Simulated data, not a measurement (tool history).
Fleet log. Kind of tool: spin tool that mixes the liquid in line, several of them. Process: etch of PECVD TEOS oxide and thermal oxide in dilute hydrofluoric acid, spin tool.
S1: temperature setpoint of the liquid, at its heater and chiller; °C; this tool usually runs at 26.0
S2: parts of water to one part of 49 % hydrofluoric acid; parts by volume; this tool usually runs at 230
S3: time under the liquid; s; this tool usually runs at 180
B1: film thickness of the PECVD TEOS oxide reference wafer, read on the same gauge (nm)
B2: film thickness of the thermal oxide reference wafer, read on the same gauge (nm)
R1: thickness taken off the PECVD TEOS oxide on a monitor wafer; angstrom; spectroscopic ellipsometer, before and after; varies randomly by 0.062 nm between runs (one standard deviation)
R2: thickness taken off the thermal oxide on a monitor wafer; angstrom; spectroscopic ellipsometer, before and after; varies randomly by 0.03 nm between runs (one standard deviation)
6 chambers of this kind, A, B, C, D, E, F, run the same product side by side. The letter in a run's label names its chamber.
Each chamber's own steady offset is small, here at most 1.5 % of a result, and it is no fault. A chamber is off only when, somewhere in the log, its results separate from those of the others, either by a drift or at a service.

run   hour    S1   S2   S3      B1      B2       R1      R2
 1A    5.0  26.0  230  180  30.056  69.987  149.610  34.909
 2B    9.5  26.0  230  180  29.969  70.002  149.780  34.655
 3E   13.8  26.0  230  180  30.019  69.989  148.980  34.783
 4F   16.6  26.0  230  180  29.974  69.992  147.630  34.299
 5C   21.9  26.0  230  180  30.008  69.984  148.280  34.762
 6D   25.5  26.0  230  180  30.025  69.961  149.170  35.061
 7F   30.4  26.0  230  180  30.057  69.983  148.580  34.236
 8D   36.6  26.0  295  220  30.003  70.014  132.330  30.686
 9A   41.7  26.0  295  220  29.943  69.965  131.180  30.163
10C   45.5  26.0  295  220  30.010  70.023  132.590  31.188
11E   49.0  26.0  295  220  29.996  70.020  132.070  31.333
12B   55.1  26.0  295  220  30.004  70.028  134.430  30.518
13C   58.2  26.0  295  220  29.943  69.980  132.330  30.387
14A   64.1  26.0  230  180  29.959  70.019  148.680  34.524
15B   70.0  29.5  230  180  29.988  69.963  169.730  38.854
16E   75.3  29.5  230  180  30.017  69.964  167.540  39.546
      76.1  -- chamber F: hydrofluoric acid flow meter replaced
17D   79.2  29.5  230  180  30.020  70.051  168.120  39.633
18F   83.2  29.5  230  180  29.982  70.000  165.990  38.691
19B   87.7  29.5  230  180  30.051  70.001  169.580  39.290
20A   90.8  29.5  230  180  30.011  70.000  168.620  39.168
21C   96.2  26.0  230  180  30.028  69.992  149.520  34.850
     100.8  -- chamber D: hydrofluoric acid flow meter replaced
22E  102.1  26.0  130  180  29.976  69.995  301.770  71.282
23F  106.4  26.0  130  180  29.990  69.956  291.780  67.466
24D  112.1  26.0  130  180  29.985  69.995  297.370  69.791
25C  115.3  26.0  130  180  30.045  70.005  292.480  68.172
26B  119.1  26.0  130  180  29.981  70.030  299.480  68.793
27D  122.0  26.0  130  180  29.972  69.985  299.100  70.364
28F  125.2  26.0  230  180  30.005  69.989  147.440  35.044
29E  128.4  26.0  340  145  30.000  70.020   72.211  16.820
30A  132.0  26.0  340  145  30.001  69.990   72.598  16.659
     136.4  -- chamber A: hydrofluoric acid flow meter replaced
31D  137.4  26.0  340  145  30.029  70.010   72.177  16.908
32C  142.6  26.0  340  145  29.992  70.006   71.722  16.910
33E  148.5  26.0  340  145  29.947  69.983   71.987  17.037
34A  153.6  26.0  340  145  30.013  69.994   72.517  16.731
35B  158.8  26.0  230  180  29.928  69.983  150.490  35.001
36F  162.7  26.0  230  125  30.009  69.973  101.730  23.647
     164.5  -- chamber F: thermometer replaced
37C  168.0  26.0  230  125  29.977  70.034  102.830  23.900
38F  173.1  26.0  230  125  30.027  69.993  102.030  23.698
39D  177.3  26.0  230  125  29.946  70.006  103.840  24.361
     179.3  -- chamber E: thermometer replaced
40E  183.4  26.0  230  125  29.964  69.987  102.970  24.122
41B  187.7  26.0  230  125  30.032  70.006  103.730  24.544
42A  192.1  26.0  230  180  30.006  69.977  148.780  34.126
43B  196.7  26.0  180  180  29.962  69.984  203.700  46.501
44F  202.8  26.0  180  180  30.077  69.998  199.680  46.660

Is one chamber off against the others, does the gauge drift, or is nothing wrong? If a chamber is off, say which, and what the likeliest cause is.

No chamber is off and the gauge is stable; the differences are just each chamber's small, constant offset.
